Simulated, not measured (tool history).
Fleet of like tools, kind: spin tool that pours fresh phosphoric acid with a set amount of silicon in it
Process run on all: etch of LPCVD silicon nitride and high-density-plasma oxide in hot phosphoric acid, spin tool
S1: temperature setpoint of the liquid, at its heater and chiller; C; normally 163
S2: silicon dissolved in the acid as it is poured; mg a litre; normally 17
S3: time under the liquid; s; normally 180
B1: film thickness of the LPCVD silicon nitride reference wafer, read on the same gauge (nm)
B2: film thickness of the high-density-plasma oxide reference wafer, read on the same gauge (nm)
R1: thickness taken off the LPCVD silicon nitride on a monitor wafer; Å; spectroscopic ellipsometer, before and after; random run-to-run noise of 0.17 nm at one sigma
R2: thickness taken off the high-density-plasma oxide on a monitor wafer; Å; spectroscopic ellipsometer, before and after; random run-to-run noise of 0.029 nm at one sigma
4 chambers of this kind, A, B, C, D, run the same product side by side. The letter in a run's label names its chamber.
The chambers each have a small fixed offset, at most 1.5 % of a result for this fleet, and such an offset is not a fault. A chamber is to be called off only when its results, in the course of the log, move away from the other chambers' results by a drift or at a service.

run   hour   S1  S2   S3      B1      B2      R1      R2
 1D   10.2  163  17  180  110.04  39.966  163.27  2.7979
 2A   17.7  163  17  180  110.01  40.045  166.36  3.6713
 3C   27.6  163  17  180  110.00  40.027  165.99  3.8645
      30.8  -- chamber B: dissolved silicon flow meter replaced
 4B   32.9  163  17  180  110.01  40.002  164.89  3.2470
 5B   43.5  163  17  180  109.99  39.962  164.14  3.4831
 6A   55.5  163  17  180  110.01  40.033  166.05  3.3984
      59.8  -- chamber A: dissolved silicon flow meter replaced
 7D   64.5  162   7  180  110.02  40.012  158.85  3.7727
 8C   76.1  162   7  180  110.00  40.025  162.69  4.1865
 9D   87.7  162   7  180  109.97  39.987  161.54  4.0153
10B   99.6  162   7  180  110.01  40.039  156.98  3.9525
11A  106.3  163  17  180  110.02  40.019  166.94  3.0358
12C  116.3  163  17  180  109.98  40.028  167.01  3.3112
13A  126.8  163  17  180  110.03  40.046  164.44  3.3421
14C  135.8  163  17  180  110.04  39.997  166.81  3.1561
15B  141.8  163  17  180  109.99  40.081  158.85  2.8252
16D  151.2  163  17  180  110.00  39.972  164.84  3.1131
17A  162.1  163  17  180  110.00  40.004  167.09  3.1547
18D  168.8  163  12  180  109.95  40.026  163.39  3.5804
19B  178.9  163  12  180  110.02  39.979  153.46  3.2982
20C  187.0  163  12  180  110.01  40.013  166.43  4.1055
21A  194.6  163  12  180  110.00  40.035  166.85  4.2415
22C  204.6  163  17  180  110.01  39.970  164.48  3.1157
23D  216.3  163  17  180  110.01  39.979  162.11  3.5119
24B  225.2  163  17  180  109.97  40.026  154.42  2.8173

Has any chamber moved away from the others, gradually or after a service, or does the common gauge drift, or do the chambers differ only by their own small steady offsets? State the chamber and the most likely cause if one applies.

Chamber B drifts away from the others.
Cause: temperature lost on the way to the wafer (K) = 2.63.
The log might look much the same if the cause were instead: liquid colder than its thermometer reads (K).

Below are 4 candidate recipes for chamber B's next run, each the usual settings with a change, their results shown as question marks. Which of them brings B's results back in line with what the other chambers give on the usual settings?
A result is in line if it is within this distance of the other chambers' mean on the usual settings: R1 5.80 Å; R2 1.0000 Å
25B-1  233.8  163.5  14  195           ?   ?
25B-2  233.8  162.5  20  165           ?   ?
25B-3  233.8  163.0  18  175           ?   ?
25B-4  233.8  163.0  16  185           ?   ?

Other chambers, usual settings, mean: R1 166.23 Å; R2 3.3579 Å
  run      R1      R2
25B-1  167.02  3.2423
25B-2  136.71  2.1766
25B-3  147.45  2.5325
25B-4  155.87  2.8219
25B-1 puts the chamber back in line with the other chambers.

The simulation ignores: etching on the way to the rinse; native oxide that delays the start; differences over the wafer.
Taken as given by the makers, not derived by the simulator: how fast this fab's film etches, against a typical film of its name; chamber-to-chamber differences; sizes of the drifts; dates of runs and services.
